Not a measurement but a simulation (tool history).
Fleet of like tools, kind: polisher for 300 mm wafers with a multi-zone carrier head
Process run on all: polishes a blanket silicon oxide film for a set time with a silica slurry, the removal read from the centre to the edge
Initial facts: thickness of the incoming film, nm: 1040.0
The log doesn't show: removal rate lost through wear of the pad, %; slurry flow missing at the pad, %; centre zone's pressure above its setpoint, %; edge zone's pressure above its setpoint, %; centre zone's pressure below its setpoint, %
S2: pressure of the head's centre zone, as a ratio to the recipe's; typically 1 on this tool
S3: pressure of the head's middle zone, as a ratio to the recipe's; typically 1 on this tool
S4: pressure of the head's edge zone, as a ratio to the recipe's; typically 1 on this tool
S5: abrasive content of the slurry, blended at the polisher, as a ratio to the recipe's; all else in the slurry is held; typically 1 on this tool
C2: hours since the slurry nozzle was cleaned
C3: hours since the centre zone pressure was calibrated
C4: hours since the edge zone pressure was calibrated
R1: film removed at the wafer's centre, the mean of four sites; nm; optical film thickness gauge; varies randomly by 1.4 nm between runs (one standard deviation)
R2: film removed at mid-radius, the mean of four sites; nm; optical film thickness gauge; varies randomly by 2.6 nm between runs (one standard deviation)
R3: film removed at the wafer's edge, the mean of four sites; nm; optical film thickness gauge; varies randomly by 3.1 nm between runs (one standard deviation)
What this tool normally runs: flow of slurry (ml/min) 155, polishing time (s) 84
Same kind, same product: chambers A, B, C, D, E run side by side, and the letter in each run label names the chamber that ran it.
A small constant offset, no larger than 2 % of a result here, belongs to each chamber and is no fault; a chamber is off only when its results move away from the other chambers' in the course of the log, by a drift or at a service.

run 1E hour=6.5 | flow_of_slurry_(ml/min)=155 S2=1 S3=1 S4=1 S5=1 polishing_time_(s)=84 | wafers_polished_on_this_pad=183 C2=275.1 C3=30 C4=965 | R1=215.66 R2=214.46 R3=213.17
-- hour=6.9 chamber E: edge zone pressure recalibrated
run 2A hour=9.5 | flow_of_slurry_(ml/min)=155 S2=1 S3=1 S4=1 S5=1 polishing_time_(s)=84 | wafers_polished_on_this_pad=277 C2=167.9 C3=382.5 C4=328.3 | R1=211.22 R2=215.41 R3=222.84
run 3D hour=13.1 | flow_of_slurry_(ml/min)=155 S2=1 S3=1 S4=1 S5=1 polishing_time_(s)=84 | wafers_polished_on_this_pad=245 C2=231.1 C3=753.8 C4=334.2 | R1=218.05 R2=215.05 R3=223.21
run 4B hour=18.9 | flow_of_slurry_(ml/min)=155 S2=1 S3=1 S4=1 S5=1 polishing_time_(s)=84 | wafers_polished_on_this_pad=348 C2=326.6 C3=40.6 C4=458.4 | R1=215.36 R2=218.05 R3=214.94
run 5C hour=24.1 | flow_of_slurry_(ml/min)=155 S2=1 S3=1 S4=1 S5=1 polishing_time_(s)=84 | wafers_polished_on_this_pad=624 C2=233.1 C3=549.4 C4=485.2 | R1=213.45 R2=212.39 R3=215.09
run 6D hour=28.6 | flow_of_slurry_(ml/min)=155 S2=1 S3=1 S4=1 S5=1 polishing_time_(s)=84 | wafers_polished_on_this_pad=411 C2=246.6 C3=769.3 C4=349.7 | R1=216.57 R2=215.12 R3=220.38
run 7E hour=34 | flow_of_slurry_(ml/min)=155 S2=1 S3=1 S4=1 S5=1 polishing_time_(s)=84 | wafers_polished_on_this_pad=478 C2=302.6 C3=57.5 C4=27.2 | R1=213.32 R2=210.96 R3=212.35
-- hour=34.8 chamber B: worn pad replaced by a new one
run 8A hour=37 | flow_of_slurry_(ml/min)=155 S2=1 S3=1 S4=1 S5=1 polishing_time_(s)=84 | wafers_polished_on_this_pad=573 C2=195.4 C3=410 C4=355.8 | R1=213.3 R2=214.14 R3=218.53
run 9B hour=41.8 | flow_of_slurry_(ml/min)=155 S2=1.05 S3=1 S4=1 S5=0.9 polishing_time_(s)=84 | wafers_polished_on_this_pad=76 C2=349.5 C3=63.5 C4=481.3 | R1=215.68 R2=209.94 R3=209.11
-- hour=43.2 chamber D: worn pad replaced by a new one
run 10C hour=47 | flow_of_slurry_(ml/min)=155 S2=1.05 S3=1 S4=1 S5=0.9 polishing_time_(s)=84 | wafers_polished_on_this_pad=869 C2=256 C3=572.3 C4=508.1 | R1=212.48 R2=201.81 R3=208.34
-- hour=52.4 chamber E: worn pad replaced by a new one
run 11E hour=53.3 | flow_of_slurry_(ml/min)=155 S2=1.05 S3=1 S4=1 S5=0.9 polishing_time_(s)=84 | wafers_polished_on_this_pad=9 C2=321.9 C3=76.8 C4=46.5 | R1=215.34 R2=204.87 R3=207
run 12C hour=58.9 | flow_of_slurry_(ml/min)=155 S2=1.05 S3=1 S4=1 S5=0.9 polishing_time_(s)=84 | wafers_polished_on_this_pad=997 C2=267.9 C3=584.2 C4=520 | R1=212.76 R2=199.3 R3=202.28
run 13A hour=64.1 | flow_of_slurry_(ml/min)=155 S2=1.05 S3=1 S4=1 S5=0.9 polishing_time_(s)=84 | wafers_polished_on_this_pad=864 C2=222.5 C3=437.1 C4=382.9 | R1=215.33 R2=206.32 R3=202.15
run 14B hour=67.3 | flow_of_slurry_(ml/min)=155 S2=1 S3=1 S4=1 S5=1 polishing_time_(s)=84 | wafers_polished_on_this_pad=349 C2=375 C3=89 C4=506.8 | R1=214.52 R2=221.31 R3=214
run 15D hour=73.8 | flow_of_slurry_(ml/min)=155 S2=1 S3=1 S4=1 S5=1 polishing_time_(s)=84 | wafers_polished_on_this_pad=329 C2=291.8 C3=814.5 C4=394.9 | R1=217.64 R2=216.43 R3=225.62
-- hour=74.1 chamber A: worn pad replaced by a new one
run 16D hour=76.9 | flow_of_slurry_(ml/min)=155 S2=1 S3=1 S4=1 S5=1 polishing_time_(s)=84 | wafers_polished_on_this_pad=362 C2=294.9 C3=817.6 C4=398 | R1=214.11 R2=216.04 R3=217.65
-- hour=82.1 chamber B: worn pad replaced by a new one
run 17B hour=83.1 | flow_of_slurry_(ml/min)=155 S2=1 S3=1 S4=1 S5=1 polishing_time_(s)=84 | wafers_polished_on_this_pad=11 C2=390.8 C3=104.8 C4=522.6 | R1=213.28 R2=220.36 R3=218.33
-- hour=86.3 chamber D: worn pad replaced by a new one
run 18C hour=86.6 | flow_of_slurry_(ml/min)=155 S2=1 S3=1 S4=1 S5=1 polishing_time_(s)=84 | wafers_polished_on_this_pad=1295 C2=295.6 C3=611.9 C4=547.7 | R1=207.76 R2=207.08 R3=217.16
run 19A hour=89.5 | flow_of_slurry_(ml/min)=155 S2=1 S3=1 S4=1 S5=1 polishing_time_(s)=84 | wafers_polished_on_this_pad=166 C2=247.9 C3=462.5 C4=408.3 | R1=214.65 R2=212.72 R3=216.09
run 20E hour=93.2 | flow_of_slurry_(ml/min)=155 S2=1 S3=1 S4=1 S5=1 polishing_time_(s)=84 | wafers_polished_on_this_pad=438 C2=361.8 C3=116.7 C4=86.4 | R1=211.62 R2=210.03 R3=216.07
run 21E hour=98.4 | flow_of_slurry_(ml/min)=155 S2=1 S3=1 S4=1 S5=1 polishing_time_(s)=84 | wafers_polished_on_this_pad=494 C2=367 C3=121.9 C4=91.6 | R1=212.74 R2=218.44 R3=213.97
run 22A hour=102.7 | flow_of_slurry_(ml/min)=155 S2=1 S3=1 S4=1 S5=1 polishing_time_(s)=84 | wafers_polished_on_this_pad=308 C2=261.1 C3=475.7 C4=421.5 | R1=213.42 R2=215.07 R3=215.2
run 23D hour=106.7 | flow_of_slurry_(ml/min)=155 S2=1 S3=1 S4=1 S5=1 polishing_time_(s)=84 | wafers_polished_on_this_pad=219 C2=324.7 C3=847.4 C4=427.8 | R1=215.76 R2=216.65 R3=219.53
run 24B hour=110.1 | flow_of_slurry_(ml/min)=155 S2=1 S3=1 S4=1 S5=1 polishing_time_(s)=84 | wafers_polished_on_this_pad=300 C2=417.8 C3=131.8 C4=549.6 | R1=218.1 R2=212.33 R3=215.81
run 25C hour=113.9 | flow_of_slurry_(ml/min)=155 S2=1 S3=1 S4=1 S5=1 polishing_time_(s)=84 | wafers_polished_on_this_pad=1588 C2=322.9 C3=639.2 C4=575 | R1=206.88 R2=201.39 R3=206.48
-- hour=114.5 chamber E: worn pad replaced by a new one
run 26D hour=117 | flow_of_slurry_(ml/min)=155 S2=1 S3=1 S4=1 S5=1 polishing_time_(s)=84 | wafers_polished_on_this_pad=330 C2=335 C3=857.7 C4=438.1 | R1=214.56 R2=218.17 R3=215.88
run 27A hour=123.6 | flow_of_slurry_(ml/min)=155 S2=1 S3=1 S4=1 S5=1 polishing_time_(s)=84 | wafers_polished_on_this_pad=532 C2=282 C3=496.6 C4=442.4 | R1=215.87 R2=218.17 R3=218.36
-- hour=123.7 chamber E: slurry nozzle cleaned
run 28C hour=127.2 | flow_of_slurry_(ml/min)=155 S2=1 S3=1 S4=1 S5=1 polishing_time_(s)=84 | wafers_polished_on_this_pad=1731 C2=336.2 C3=652.5 C4=588.3 | R1=204.03 R2=204.22 R3=199.64
-- hour=128.8 chamber B: worn pad replaced by a new one
run 29E hour=132.2 | flow_of_slurry_(ml/min)=155 S2=1 S3=1 S4=1 S5=1 polishing_time_(s)=84 | wafers_polished_on_this_pad=190 C2=8.6 C3=155.7 C4=125.4 | R1=213.15 R2=212.6 R3=211.5
run 30B hour=137.6 | flow_of_slurry_(ml/min)=155 S2=1 S3=1 S4=1 S5=1 polishing_time_(s)=84 | wafers_polished_on_this_pad=94 C2=445.3 C3=159.3 C4=577.1 | R1=216.72 R2=214.76 R3=216.36

All 5 chambers run these settings next. Forecast each chamber's results:
run 31A hour=142.4 | flow_of_slurry_(ml/min)=155 S2=1 S3=1 S4=1 S5=1 polishing_time_(s)=84 | R1=? R2=? R3=?
run 31B hour=142.4 | flow_of_slurry_(ml/min)=155 S2=1 S3=1 S4=1 S5=1 polishing_time_(s)=84 | R1=? R2=? R3=?
run 31C hour=142.4 | flow_of_slurry_(ml/min)=155 S2=1 S3=1 S4=1 S5=1 polishing_time_(s)=84 | R1=? R2=? R3=?
run 31D hour=142.4 | flow_of_slurry_(ml/min)=155 S2=1 S3=1 S4=1 S5=1 polishing_time_(s)=84 | R1=? R2=? R3=?
run 31E hour=142.4 | flow_of_slurry_(ml/min)=155 S2=1 S3=1 S4=1 S5=1 polishing_time_(s)=84 | R1=? R2=? R3=?

run=31A R1=216.21 R2=220.55 R3=217.45
run=31B R1=215.85 R2=215.8 R3=219.53
run=31C R1=200.08 R2=195.85 R3=204.04
run=31D R1=216.65 R2=221.95 R3=213.01
run=31E R1=215.05 R2=211.82 R3=218.97
